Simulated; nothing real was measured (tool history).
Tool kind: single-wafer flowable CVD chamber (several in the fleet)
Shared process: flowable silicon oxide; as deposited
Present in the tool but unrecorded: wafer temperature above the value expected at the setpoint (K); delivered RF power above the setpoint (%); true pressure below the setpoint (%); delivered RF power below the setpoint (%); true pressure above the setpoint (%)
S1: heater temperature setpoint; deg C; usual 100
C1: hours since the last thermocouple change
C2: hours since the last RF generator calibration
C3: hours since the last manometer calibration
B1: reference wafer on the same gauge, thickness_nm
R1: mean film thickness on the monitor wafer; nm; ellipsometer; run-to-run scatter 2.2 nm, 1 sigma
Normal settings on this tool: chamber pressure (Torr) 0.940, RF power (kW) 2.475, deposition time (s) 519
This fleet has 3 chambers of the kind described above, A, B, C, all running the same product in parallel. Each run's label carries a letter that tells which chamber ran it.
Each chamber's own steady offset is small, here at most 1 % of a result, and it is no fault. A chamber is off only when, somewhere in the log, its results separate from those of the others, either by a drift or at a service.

run 1B hour=4.6 | S1=100 chamber_pressure_(Torr)=0.940 RF_power_(kW)=2.475 deposition_time_(s)=519 | C1=371.2 C2=548.7 C3=229.3 | B1=449.74 | R1=401.97
run 2A hour=10.8 | S1=100 chamber_pressure_(Torr)=0.940 RF_power_(kW)=2.475 deposition_time_(s)=519 | C1=854.2 C2=836.2 C3=688.1 | B1=449.50 | R1=402.00
run 3C hour=18.1 | S1=100 chamber_pressure_(Torr)=0.940 RF_power_(kW)=2.475 deposition_time_(s)=519 | C1=812.0 C2=2139.1 C3=1290.4 | B1=449.29 | R1=399.19
run 4A hour=25.8 | S1=100 chamber_pressure_(Torr)=0.940 RF_power_(kW)=2.475 deposition_time_(s)=519 | C1=869.2 C2=851.2 C3=703.1 | B1=449.39 | R1=394.97
run 5C hour=32.6 | S1=100 chamber_pressure_(Torr)=0.940 RF_power_(kW)=2.475 deposition_time_(s)=519 | C1=826.5 C2=2153.6 C3=1304.9 | B1=450.32 | R1=400.01
run 6B hour=37.9 | S1=100 chamber_pressure_(Torr)=0.940 RF_power_(kW)=2.475 deposition_time_(s)=519 | C1=404.5 C2=582.0 C3=262.6 | B1=450.36 | R1=396.98
run 7C hour=42.2 | S1=100 chamber_pressure_(Torr)=0.940 RF_power_(kW)=2.475 deposition_time_(s)=519 | C1=836.1 C2=2163.2 C3=1314.5 | B1=450.67 | R1=399.61
run 8B hour=50.3 | S1=100 chamber_pressure_(Torr)=0.940 RF_power_(kW)=2.475 deposition_time_(s)=519 | C1=416.9 C2=594.4 C3=275.0 | B1=450.17 | R1=401.07
run 9A hour=58.7 | S1=100 chamber_pressure_(Torr)=0.940 RF_power_(kW)=2.475 deposition_time_(s)=519 | C1=902.1 C2=884.1 C3=736.0 | B1=450.14 | R1=398.78
run 10B hour=64.2 | S1=100 chamber_pressure_(Torr)=0.940 RF_power_(kW)=2.475 deposition_time_(s)=519 | C1=430.8 C2=608.3 C3=288.9 | B1=450.21 | R1=401.45
run 11C hour=71.1 | S1=100 chamber_pressure_(Torr)=0.940 RF_power_(kW)=2.475 deposition_time_(s)=519 | C1=865.0 C2=2192.1 C3=1343.4 | B1=450.43 | R1=399.56
run 12A hour=75.5 | S1=100 chamber_pressure_(Torr)=0.940 RF_power_(kW)=2.475 deposition_time_(s)=519 | C1=918.9 C2=900.9 C3=752.8 | B1=449.92 | R1=396.61
run 13B hour=83.1 | S1=100 chamber_pressure_(Torr)=0.940 RF_power_(kW)=2.475 deposition_time_(s)=480 | C1=449.7 C2=627.2 C3=307.8 | B1=449.64 | R1=371.40
run 14C hour=91.5 | S1=100 chamber_pressure_(Torr)=0.940 RF_power_(kW)=2.475 deposition_time_(s)=480 | C1=885.4 C2=2212.5 C3=1363.8 | B1=449.27 | R1=365.11
run 15A hour=98.3 | S1=100 chamber_pressure_(Torr)=0.940 RF_power_(kW)=2.475 deposition_time_(s)=480 | C1=941.7 C2=923.7 C3=775.6 | B1=450.50 | R1=368.44
run 16B hour=104.4 | S1=100 chamber_pressure_(Torr)=0.940 RF_power_(kW)=2.475 deposition_time_(s)=519 | C1=471.0 C2=648.5 C3=329.1 | B1=449.88 | R1=401.31
run 17A hour=112.1 | S1=100 chamber_pressure_(Torr)=0.940 RF_power_(kW)=2.475 deposition_time_(s)=519 | C1=955.5 C2=937.5 C3=789.4 | B1=450.27 | R1=397.57
run 18C hour=118.9 | S1=100 chamber_pressure_(Torr)=0.940 RF_power_(kW)=2.475 deposition_time_(s)=519 | C1=912.8 C2=2239.9 C3=1391.2 | B1=450.27 | R1=397.87
run 19B hour=126.8 | S1=100 chamber_pressure_(Torr)=0.940 RF_power_(kW)=2.475 deposition_time_(s)=519 | C1=493.4 C2=670.9 C3=351.5 | B1=449.65 | R1=397.08
run 20A hour=134.5 | S1=100 chamber_pressure_(Torr)=0.940 RF_power_(kW)=2.475 deposition_time_(s)=519 | C1=977.9 C2=959.9 C3=811.8 | B1=450.34 | R1=396.55
run 21C hour=138.9 | S1=100 chamber_pressure_(Torr)=0.940 RF_power_(kW)=2.475 deposition_time_(s)=519 | C1=932.8 C2=2259.9 C3=1411.2 | B1=449.48 | R1=402.54
-- hour=145.0 chamber C: RF generator calibrated
run 22C hour=146.4 | S1=100 chamber_pressure_(Torr)=1.076 RF_power_(kW)=2.730 deposition_time_(s)=519 | C1=940.3 C2=1.5 C3=1418.7 | B1=450.02 | R1=474.17
run 23A hour=153.4 | S1=100 chamber_pressure_(Torr)=1.076 RF_power_(kW)=2.730 deposition_time_(s)=519 | C1=996.8 C2=978.8 C3=830.7 | B1=449.24 | R1=473.79
run 24B hour=159.7 | S1=100 chamber_pressure_(Torr)=1.076 RF_power_(kW)=2.730 deposition_time_(s)=519 | C1=526.3 C2=703.8 C3=384.4 | B1=450.05 | R1=473.09
run 25C hour=164.4 | S1=100 chamber_pressure_(Torr)=0.940 RF_power_(kW)=2.475 deposition_time_(s)=519 | C1=958.3 C2=19.5 C3=1436.7 | B1=450.25 | R1=398.05
run 26A hour=170.8 | S1=100 chamber_pressure_(Torr)=0.940 RF_power_(kW)=2.840 deposition_time_(s)=519 | C1=1014.2 C2=996.2 C3=848.1 | B1=450.01 | R1=400.09
run 27B hour=174.7 | S1=100 chamber_pressure_(Torr)=0.940 RF_power_(kW)=2.840 deposition_time_(s)=519 | C1=541.3 C2=718.8 C3=399.4 | B1=449.90 | R1=410.96
run 28B hour=179.5 | S1=100 chamber_pressure_(Torr)=0.940 RF_power_(kW)=2.840 deposition_time_(s)=519 | C1=546.1 C2=723.6 C3=404.2 | B1=449.56 | R1=404.59
run 29A hour=184.9 | S1=100 chamber_pressure_(Torr)=0.940 RF_power_(kW)=2.475 deposition_time_(s)=519 | C1=1028.3 C2=1010.3 C3=862.2 | B1=450.75 | R1=395.76
run 30C hour=192.7 | S1=100 chamber_pressure_(Torr)=0.940 RF_power_(kW)=2.475 deposition_time_(s)=519 | C1=986.6 C2=47.8 C3=1465.0 | B1=450.43 | R1=400.99
run 31C hour=199.3 | S1=100 chamber_pressure_(Torr)=0.940 RF_power_(kW)=2.475 deposition_time_(s)=519 | C1=993.2 C2=54.4 C3=1471.6 | B1=450.10 | R1=397.29
run 32A hour=207.5 | S1=100 chamber_pressure_(Torr)=0.940 RF_power_(kW)=2.285 deposition_time_(s)=519 | C1=1050.9 C2=1032.9 C3=884.8 | B1=449.82 | R1=394.25
run 33B hour=216.0 | S1=100 chamber_pressure_(Torr)=0.940 RF_power_(kW)=2.285 deposition_time_(s)=519 | C1=582.6 C2=760.1 C3=440.7 | B1=449.79 | R1=396.56
run 34C hour=223.7 | S1=100 chamber_pressure_(Torr)=0.940 RF_power_(kW)=2.285 deposition_time_(s)=519 | C1=1017.6 C2=78.8 C3=1496.0 | B1=450.13 | R1=396.21
run 35B hour=229.1 | S1=100 chamber_pressure_(Torr)=0.940 RF_power_(kW)=2.475 deposition_time_(s)=519 | C1=595.7 C2=773.2 C3=453.8 | B1=449.82 | R1=402.44
run 36A hour=235.0 | S1=111 chamber_pressure_(Torr)=1.145 RF_power_(kW)=2.475 deposition_time_(s)=519 | C1=1078.4 C2=1060.4 C3=912.3 | B1=449.94 | R1=350.08
run 37A hour=241.0 | S1=111 chamber_pressure_(Torr)=1.145 RF_power_(kW)=2.475 deposition_time_(s)=519 | C1=1084.4 C2=1066.4 C3=918.3 | B1=449.95 | R1=350.61
run 38B hour=248.6 | S1=111 chamber_pressure_(Torr)=1.145 RF_power_(kW)=2.475 deposition_time_(s)=519 | C1=615.2 C2=792.7 C3=473.3 | B1=450.07 | R1=348.39
run 39C hour=256.4 | S1=100 chamber_pressure_(Torr)=0.940 RF_power_(kW)=2.475 deposition_time_(s)=519 | C1=1050.3 C2=111.5 C3=1528.7 | B1=449.86 | R1=394.02
run 40B hour=261.4 | S1=100 chamber_pressure_(Torr)=0.940 RF_power_(kW)=2.925 deposition_time_(s)=519 | C1=628.0 C2=805.5 C3=486.1 | B1=449.88 | R1=406.21
run 41A hour=265.3 | S1=100 chamber_pressure_(Torr)=0.940 RF_power_(kW)=2.925 deposition_time_(s)=519 | C1=1108.7 C2=1090.7 C3=942.6 | B1=450.41 | R1=408.07
run 42C hour=271.6 | S1=100 chamber_pressure_(Torr)=0.940 RF_power_(kW)=2.925 deposition_time_(s)=519 | C1=1065.5 C2=126.7 C3=1543.9 | B1=449.67 | R1=405.36

Next, all 3 chambers run the settings below, one line each with question marks for the results. What does each chamber give?
run 43A hour=277.8 | S1=110 chamber_pressure_(Torr)=0.940 RF_power_(kW)=2.475 deposition_time_(s)=519 | R1=?
run 43B hour=277.8 | S1=110 chamber_pressure_(Torr)=0.940 RF_power_(kW)=2.475 deposition_time_(s)=519 | R1=?
run 43C hour=277.8 | S1=110 chamber_pressure_(Torr)=0.940 RF_power_(kW)=2.475 deposition_time_(s)=519 | R1=?

run=43A R1=287.49
run=43B R1=283.11
run=43C R1=283.99
